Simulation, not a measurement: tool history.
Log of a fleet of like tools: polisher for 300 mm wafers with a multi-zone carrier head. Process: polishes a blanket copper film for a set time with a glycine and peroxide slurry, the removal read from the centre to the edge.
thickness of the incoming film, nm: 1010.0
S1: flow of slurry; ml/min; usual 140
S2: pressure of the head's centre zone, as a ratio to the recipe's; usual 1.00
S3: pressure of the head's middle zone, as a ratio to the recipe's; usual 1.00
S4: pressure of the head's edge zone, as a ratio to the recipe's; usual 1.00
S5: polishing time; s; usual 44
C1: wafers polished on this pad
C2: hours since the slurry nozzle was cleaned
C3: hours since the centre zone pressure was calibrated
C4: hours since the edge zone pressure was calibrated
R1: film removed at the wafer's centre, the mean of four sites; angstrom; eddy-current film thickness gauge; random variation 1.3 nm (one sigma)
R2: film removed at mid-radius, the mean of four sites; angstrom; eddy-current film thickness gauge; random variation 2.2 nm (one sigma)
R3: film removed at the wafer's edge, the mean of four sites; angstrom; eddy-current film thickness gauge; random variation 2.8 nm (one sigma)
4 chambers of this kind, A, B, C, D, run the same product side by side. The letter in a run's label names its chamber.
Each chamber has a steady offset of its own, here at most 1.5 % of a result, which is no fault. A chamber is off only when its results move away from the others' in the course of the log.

| run | hour | S1 | S2 | S3 | S4 | S5 | C1 | C2 | C3 | C4 | R1 | R2 | R3 |
|---|---|---|---|---|---|---|---|---|---|---|---|---|---|
| 1D | 3.9 | 140 | 1.00 | 1.00 | 1.00 | 44 | 400 | 182.7 | 447.9 | 624.8 | 1893.0 | 1951.2 | 1924.4 |
|  | 5.2 | chamber C: worn pad replaced by a new one |
| 2C | 11.8 | 140 | 1.00 | 1.00 | 1.00 | 44 | 67 | 346.2 | 433.3 | 161.6 | 1923.2 | 1913.1 | 1920.7 |
| 3A | 17.5 | 140 | 1.00 | 1.00 | 1.00 | 44 | 810 | 212.4 | 718.0 | 608.9 | 1924.4 | 1917.7 | 1945.7 |
| 4B | 22.5 | 140 | 1.00 | 1.00 | 1.00 | 44 | 277 | 134.8 | 70.6 | 1423.1 | 1918.4 | 1899.1 | 1895.7 |
| 5C | 26.6 | 140 | 1.08 | 1.00 | 1.00 | 44 | 215 | 361.0 | 448.1 | 176.4 | 2119.1 | 1928.4 | 1943.3 |
| 6B | 33.6 | 140 | 1.08 | 1.00 | 1.00 | 44 | 388 | 145.9 | 81.7 | 1434.2 | 2096.3 | 1868.1 | 1894.9 |
| 7A | 40.0 | 140 | 1.08 | 1.00 | 1.00 | 44 | 1036 | 234.9 | 740.5 | 631.4 | 2084.1 | 1905.1 | 1955.4 |
| 8D | 44.8 | 140 | 1.08 | 1.00 | 1.00 | 44 | 811 | 223.6 | 488.8 | 665.7 | 2103.5 | 1896.8 | 1887.3 |
|  | 50.8 | chamber B: edge zone pressure recalibrated |
| 9D | 51.0 | 140 | 1.00 | 1.00 | 1.00 | 44 | 873 | 229.8 | 495.0 | 671.9 | 1918.3 | 1939.5 | 1944.3 |
| 10C | 54.8 | 140 | 0.96 | 0.95 | 1.00 | 44 | 499 | 389.2 | 476.3 | 204.6 | 1836.1 | 1815.7 | 1927.9 |
|  | 55.9 | chamber D: worn pad replaced by a new one |
| 11B | 60.4 | 140 | 0.96 | 0.95 | 1.00 | 44 | 657 | 172.7 | 108.5 | 9.6 | 1840.3 | 1805.0 | 1942.6 |
|  | 62.4 | chamber A: worn pad replaced by a new one |
| 12A | 64.2 | 140 | 0.96 | 0.95 | 1.00 | 44 | 18 | 259.1 | 764.7 | 655.6 | 1826.0 | 1832.5 | 1925.8 |
|  | 66.8 | chamber B: worn pad replaced by a new one |
| 13B | 70.6 | 140 | 0.96 | 0.95 | 1.00 | 44 | 38 | 182.9 | 118.7 | 19.8 | 1841.3 | 1828.3 | 1947.2 |
|  | 72.9 | chamber A: edge zone pressure recalibrated |
| 14D | 77.8 | 140 | 1.00 | 1.00 | 1.00 | 44 | 220 | 256.6 | 521.8 | 698.7 | 1908.9 | 1891.1 | 1925.6 |
| 15C | 81.5 | 140 | 1.00 | 1.00 | 1.00 | 44 | 767 | 415.9 | 503.0 | 231.3 | 1931.3 | 1935.2 | 1908.1 |
|  | 83.9 | chamber C: worn pad replaced by a new one |
| 16A | 87.7 | 140 | 1.00 | 1.00 | 1.00 | 44 | 254 | 282.6 | 788.2 | 14.9 | 1900.3 | 1876.8 | 1910.9 |
| 17C | 93.4 | 140 | 1.00 | 1.00 | 1.00 | 44 | 96 | 427.8 | 514.9 | 243.2 | 1931.2 | 1893.8 | 1868.3 |
| 18D | 98.5 | 140 | 1.00 | 1.00 | 1.00 | 35 | 428 | 277.3 | 542.5 | 719.4 | 1531.8 | 1552.7 | 1546.2 |
|  | 100.1 | chamber D: centre zone pressure recalibrated |
| 19A | 103.1 | 140 | 1.00 | 1.00 | 1.00 | 35 | 409 | 298.0 | 803.6 | 30.3 | 1527.6 | 1528.0 | 1525.3 |
| 20B | 110.1 | 140 | 1.00 | 1.00 | 1.00 | 35 | 435 | 222.4 | 158.2 | 59.3 | 1549.3 | 1521.0 | 1546.4 |
| 21B | 117.2 | 140 | 1.00 | 1.00 | 1.00 | 35 | 506 | 229.5 | 165.3 | 66.4 | 1522.2 | 1509.3 | 1543.2 |
| 22D | 120.9 | 140 | 1.00 | 1.00 | 1.00 | 44 | 653 | 299.7 | 20.8 | 741.8 | 1806.5 | 1874.7 | 1908.3 |
| 23C | 128.1 | 140 | 1.00 | 1.00 | 1.00 | 44 | 444 | 462.5 | 549.6 | 277.9 | 1919.9 | 1885.3 | 1932.1 |
| 24A | 134.1 | 140 | 1.00 | 1.00 | 1.00 | 44 | 720 | 329.0 | 834.6 | 61.3 | 1902.2 | 1983.6 | 1923.2 |
|  | 138.3 | chamber B: worn pad replaced by a new one |
| 25A | 139.3 | 140 | 1.00 | 1.07 | 1.00 | 44 | 773 | 334.2 | 839.8 | 66.5 | 1914.8 | 2086.5 | 1934.8 |
|  | 146.3 | chamber D: worn pad replaced by a new one |
| 26D | 146.4 | 140 | 1.00 | 1.07 | 1.00 | 44 | 1 | 325.2 | 46.3 | 767.3 | 1826.4 | 2046.1 | 1972.0 |
| 27B | 151.0 | 140 | 1.00 | 1.07 | 1.00 | 44 | 128 | 263.3 | 199.1 | 100.2 | 1939.5 | 2018.5 | 1945.4 |
|  | 151.3 | chamber C: slurry nozzle cleaned |
| 28C | 157.4 | 140 | 1.00 | 1.07 | 1.00 | 44 | 739 | 6.1 | 578.9 | 307.2 | 1916.9 | 2017.8 | 1912.8 |
| 29A | 163.1 | 140 | 1.00 | 1.00 | 1.00 | 44 | 1012 | 358.0 | 863.6 | 90.3 | 1921.3 | 1939.0 | 1959.8 |
| 30C | 167.1 | 170 | 1.00 | 1.00 | 0.95 | 44 | 836 | 15.8 | 588.6 | 316.9 | 2020.8 | 1970.5 | 1923.1 |
| 31D | 173.7 | 170 | 1.00 | 1.00 | 0.95 | 44 | 276 | 352.5 | 73.6 | 794.6 | 1892.8 | 2025.2 | 1968.3 |
|  | 174.8 | chamber B: slurry nozzle cleaned |
|  | 175.0 | chamber C: worn pad replaced by a new one |
|  | 176.1 | chamber A: worn pad replaced by a new one |
| 32B | 178.3 | 170 | 1.00 | 1.00 | 0.95 | 44 | 402 | 3.5 | 226.4 | 127.5 | 1993.3 | 1954.1 | 1881.5 |
|  | 182.7 | chamber A: centre zone pressure recalibrated |
| 33D | 185.2 | 170 | 1.00 | 1.00 | 0.95 | 44 | 391 | 364.0 | 85.1 | 806.1 | 1893.3 | 2001.0 | 1914.9 |
| 34A | 192.4 | 140 | 1.00 | 1.00 | 1.00 | 44 | 164 | 387.3 | 9.7 | 119.6 | 1926.6 | 1932.1 | 1977.1 |
| 35B | 196.7 | 140 | 1.00 | 1.00 | 1.00 | 44 | 587 | 21.9 | 244.8 | 145.9 | 1910.7 | 1902.5 | 1921.9 |
| 36C | 202.9 | 140 | 1.00 | 1.00 | 1.00 | 44 | 281 | 51.6 | 624.4 | 352.7 | 1912.9 | 1904.5 | 1867.1 |
|  | 204.5 | chamber A: slurry nozzle cleaned |
|  | 208.0 | chamber B: worn pad replaced by a new one |
| 37D | 208.8 | 140 | 1.00 | 1.00 | 1.00 | 44 | 628 | 387.6 | 108.7 | 829.7 | 1825.2 | 1874.2 | 1872.3 |
| 38B | 215.0 | 140 | 1.00 | 1.00 | 1.00 | 44 | 70 | 40.2 | 263.1 | 164.2 | 1927.8 | 1931.5 | 1951.2 |
|  | 216.5 | chamber C: edge zone pressure recalibrated |
| 39A | 220.9 | 140 | 1.00 | 1.00 | 1.00 | 44 | 450 | 16.4 | 38.2 | 148.1 | 1925.5 | 1911.6 | 1899.8 |
| 40C | 228.3 | 140 | 1.00 | 1.00 | 1.00 | 44 | 536 | 77.0 | 649.8 | 11.8 | 1927.1 | 1917.4 | 1957.2 |
| 41C | 233.7 | 140 | 0.95 | 1.00 | 0.92 | 44 | 590 | 82.4 | 655.2 | 17.2 | 1815.8 | 1913.7 | 1814.8 |
|  | 237.3 | chamber D: worn pad replaced by a new one |
| 42D | 241.1 | 140 | 0.95 | 1.00 | 0.92 | 44 | 39 | 419.9 | 141.0 | 862.0 | 1698.0 | 1933.3 | 1825.7 |

All 4 chambers run these settings next. Forecast each chamber's results:
| 43A | 246.8 | 140 | 1.00 | 1.00 | 1.00 | 35 |  |  |  |  | ? | ? | ? |
| 43B | 246.8 | 140 | 1.00 | 1.00 | 1.00 | 35 |  |  |  |  | ? | ? | ? |
| 43C | 246.8 | 140 | 1.00 | 1.00 | 1.00 | 35 |  |  |  |  | ? | ? | ? |
| 43D | 246.8 | 140 | 1.00 | 1.00 | 1.00 | 35 |  |  |  |  | ? | ? | ? |

| run | R1 | R2 | R3 |
|---|---|---|---|
| 43A | 1523.4 | 1541.6 | 1526.1 |
| 43B | 1542.9 | 1522.8 | 1492.1 |
| 43C | 1540.7 | 1521.7 | 1483.2 |
| 43D | 1435.2 | 1553.1 | 1502.8 |

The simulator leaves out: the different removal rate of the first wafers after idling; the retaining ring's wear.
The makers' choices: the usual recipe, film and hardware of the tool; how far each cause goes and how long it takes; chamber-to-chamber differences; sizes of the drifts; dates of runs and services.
